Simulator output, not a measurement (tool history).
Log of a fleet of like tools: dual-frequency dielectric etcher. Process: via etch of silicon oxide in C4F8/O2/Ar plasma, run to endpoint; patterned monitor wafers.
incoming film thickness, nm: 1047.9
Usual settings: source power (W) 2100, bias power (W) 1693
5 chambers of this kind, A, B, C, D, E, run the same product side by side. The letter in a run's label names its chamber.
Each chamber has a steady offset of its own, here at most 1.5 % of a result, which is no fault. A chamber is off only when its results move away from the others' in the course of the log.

run 1E hour=7.0 | source_power_(W)=2100 bias_power_(W)=1693 | endpoint_time_(s)=209.81
run 2A hour=10.9 | source_power_(W)=2100 bias_power_(W)=1693 | endpoint_time_(s)=212.04
run 3D hour=19.3 | source_power_(W)=2100 bias_power_(W)=1693 | endpoint_time_(s)=214.39
run 4C hour=26.3 | source_power_(W)=2100 bias_power_(W)=1693 | endpoint_time_(s)=210.12
run 5B hour=31.4 | source_power_(W)=2610 bias_power_(W)=1328 | endpoint_time_(s)=209.45
run 6E hour=39.5 | source_power_(W)=2610 bias_power_(W)=1328 | endpoint_time_(s)=205.93
run 7A hour=44.6 | source_power_(W)=2610 bias_power_(W)=1328 | endpoint_time_(s)=207.17
run 8B hour=48.7 | source_power_(W)=2610 bias_power_(W)=1328 | endpoint_time_(s)=208.53
-- hour=54.1 chamber B: wet clean of the chamber
run 9C hour=54.7 | source_power_(W)=2610 bias_power_(W)=1328 | endpoint_time_(s)=206.80
run 10D hour=60.1 | source_power_(W)=2100 bias_power_(W)=1693 | endpoint_time_(s)=214.32
run 11D hour=64.3 | source_power_(W)=2100 bias_power_(W)=1693 | endpoint_time_(s)=212.89
-- hour=65.0 chamber E: wet clean of the chamber
run 12C hour=71.7 | source_power_(W)=2100 bias_power_(W)=1693 | endpoint_time_(s)=211.02
run 13B hour=77.8 | source_power_(W)=2100 bias_power_(W)=1693 | endpoint_time_(s)=215.05
run 14E hour=85.3 | source_power_(W)=2100 bias_power_(W)=1693 | endpoint_time_(s)=210.94
run 15A hour=89.2 | source_power_(W)=2100 bias_power_(W)=1693 | endpoint_time_(s)=213.31
-- hour=95.3 chamber A: wet clean of the chamber
run 16D hour=96.3 | source_power_(W)=2450 bias_power_(W)=1458 | endpoint_time_(s)=207.91
run 17A hour=103.6 | source_power_(W)=2450 bias_power_(W)=1458 | endpoint_time_(s)=201.75
run 18C hour=108.6 | source_power_(W)=2450 bias_power_(W)=1458 | endpoint_time_(s)=205.30
run 19B hour=116.7 | source_power_(W)=2450 bias_power_(W)=1458 | endpoint_time_(s)=210.53
run 20E hour=123.3 | source_power_(W)=2450 bias_power_(W)=1458 | endpoint_time_(s)=206.50
run 21D hour=129.9 | source_power_(W)=2100 bias_power_(W)=1693 | endpoint_time_(s)=212.88
run 22C hour=136.5 | source_power_(W)=2100 bias_power_(W)=1693 | endpoint_time_(s)=210.93
run 23B hour=141.2 | source_power_(W)=2370 bias_power_(W)=1693 | endpoint_time_(s)=204.26
run 24E hour=147.0 | source_power_(W)=2370 bias_power_(W)=1693 | endpoint_time_(s)=201.90
run 25A hour=154.2 | source_power_(W)=2370 bias_power_(W)=1693 | endpoint_time_(s)=196.32
run 26E hour=158.6 | source_power_(W)=2370 bias_power_(W)=1693 | endpoint_time_(s)=201.22
run 27B hour=166.8 | source_power_(W)=2370 bias_power_(W)=1693 | endpoint_time_(s)=202.73
run 28C hour=174.7 | source_power_(W)=2100 bias_power_(W)=1693 | endpoint_time_(s)=211.74
-- hour=178.6 chamber C: wet clean of the chamber
run 29A hour=179.4 | source_power_(W)=2100 bias_power_(W)=1693 | endpoint_time_(s)=205.33
-- hour=182.2 chamber A: source power generator calibrated
run 30D hour=185.1 | source_power_(W)=2100 bias_power_(W)=1693 | endpoint_time_(s)=214.34
run 31E hour=192.3 | source_power_(W)=2100 bias_power_(W)=1693 | endpoint_time_(s)=212.09
run 32D hour=197.9 | source_power_(W)=1720 bias_power_(W)=1466 | endpoint_time_(s)=241.28
run 33A hour=205.3 | source_power_(W)=1720 bias_power_(W)=1466 | endpoint_time_(s)=233.46
run 34C hour=213.3 | source_power_(W)=1720 bias_power_(W)=1466 | endpoint_time_(s)=236.32
run 35B hour=221.7 | source_power_(W)=1720 bias_power_(W)=1466 | endpoint_time_(s)=241.16
run 36B hour=226.7 | source_power_(W)=1720 bias_power_(W)=1466 | endpoint_time_(s)=241.36
run 37C hour=235.6 | source_power_(W)=2100 bias_power_(W)=1693 | endpoint_time_(s)=211.34
run 38D hour=239.8 | source_power_(W)=2100 bias_power_(W)=1693 | endpoint_time_(s)=211.59
run 39E hour=247.9 | source_power_(W)=2100 bias_power_(W)=1693 | endpoint_time_(s)=212.38
run 40A hour=255.9 | source_power_(W)=2350 bias_power_(W)=1469 | endpoint_time_(s)=205.10
run 41E hour=261.8 | source_power_(W)=2350 bias_power_(W)=1469 | endpoint_time_(s)=209.62
run 42C hour=267.7 | source_power_(W)=2350 bias_power_(W)=1469 | endpoint_time_(s)=210.49
run 43A hour=274.6 | source_power_(W)=2350 bias_power_(W)=1469 | endpoint_time_(s)=206.74
run 44D hour=283.6 | source_power_(W)=2350 bias_power_(W)=1469 | endpoint_time_(s)=210.41

What goes on in this fleet: one chamber off, a drifting gauge, or nothing beyond the chambers' own small offsets? Name the chamber and the cause, if any.

A service left chamber A off against the others.
Cause: etch rate over this chamber's usual, % = 2.77.

Here are 4 candidates for chamber A's next run, each the usual settings with a change, their results left as question marks. Which one brings its results back in line with what the others give on the usual settings?
In line means no further than this from the other chambers' mean on the usual settings: endpoint time (s) 2.90
run 45A-1 hour=290.0 | source_power_(W)=2100 bias_power_(W)=2029 | endpoint_time_(s)=?
run 45A-2 hour=290.0 | source_power_(W)=2200 bias_power_(W)=1749 | endpoint_time_(s)=?
run 45A-3 hour=290.0 | source_power_(W)=1830 bias_power_(W)=1693 | endpoint_time_(s)=?
run 45A-4 hour=290.0 | source_power_(W)=2000 bias_power_(W)=1637 | endpoint_time_(s)=?

The other chambers' mean on the usual settings: endpoint time (s) 212.49
run=45A-1 endpoint_time_(s)=196.30
run=45A-2 endpoint_time_(s)=200.70
run=45A-3 endpoint_time_(s)=218.35
run=45A-4 endpoint_time_(s)=212.46
45A-4 brings the chamber back in line.

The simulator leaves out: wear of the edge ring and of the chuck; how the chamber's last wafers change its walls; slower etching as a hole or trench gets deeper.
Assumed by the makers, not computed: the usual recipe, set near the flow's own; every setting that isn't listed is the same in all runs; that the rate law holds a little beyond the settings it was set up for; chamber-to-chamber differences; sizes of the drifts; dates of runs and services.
